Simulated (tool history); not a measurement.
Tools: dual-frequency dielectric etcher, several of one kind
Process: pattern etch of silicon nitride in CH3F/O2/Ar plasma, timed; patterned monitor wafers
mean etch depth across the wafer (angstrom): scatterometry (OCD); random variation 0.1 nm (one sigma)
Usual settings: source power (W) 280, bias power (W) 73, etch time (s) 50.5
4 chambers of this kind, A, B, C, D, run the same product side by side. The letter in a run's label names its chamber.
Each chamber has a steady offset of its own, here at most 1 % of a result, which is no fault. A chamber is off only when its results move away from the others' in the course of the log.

run,day,source power (W),bias power (W),etch time (s),"read-back reference wafer on the same gauge, depth_nm",mean etch depth across the wafer (angstrom)
1D,0.592,280,73,50.5,30.213,313.01
2C,1.046,280,73,50.5,30.208,309.56
3A,1.683,280,73,50.5,30.217,308.42
4B,2.150,280,73,50.5,30.218,312.45
5A,2.558,280,73,50.5,30.179,307.00
6B,2.946,280,73,50.5,30.194,309.51
7D,3.358,280,73,50.5,30.197,312.62
8C,3.717,280,73,50.5,30.195,309.93
9B,4.058,280,73,50.5,30.213,309.79
10A,4.600,280,73,50.5,30.199,309.51
11D,5.121,280,73,50.5,30.222,312.46
12C,5.483,280,73,50.5,30.198,312.98
13B,5.900,280,73,50.5,30.192,310.48
14D,6.271,280,73,50.5,30.209,311.24
15A,6.746,280,73,50.5,30.205,311.22
16C,7.338,280,73,50.5,30.196,312.34
# day 7.688: chamber B: bias power generator calibrated
17A,7.979,280,73,50.5,30.228,313.41
18C,8.550,280,73,50.5,30.206,311.07
19B,9.108,280,73,50.5,30.178,307.03
20D,9.608,280,73,50.5,30.176,310.89
21C,9.900,280,73,50.5,30.182,310.97
22D,10.412,280,73,50.5,30.218,311.07
23A,10.954,280,73,50.5,30.204,314.37
24B,11.567,280,73,50.5,30.191,308.77
# day 11.612: chamber C: wet clean of the chamber
25C,12.075,280,73,50.5,30.193,312.24
26D,12.400,280,73,50.5,30.199,311.69
27B,12.954,280,73,50.5,30.224,307.21

All 4 chambers run these settings next. Forecast each chamber's results:
28A,13.417,280,73,50.5,,?
28B,13.417,280,73,50.5,,?
28C,13.417,280,73,50.5,,?
28D,13.417,280,73,50.5,,?

run,mean etch depth across the wafer (angstrom)
28A,317.41
28B,308.39
28C,311.31
28D,312.28
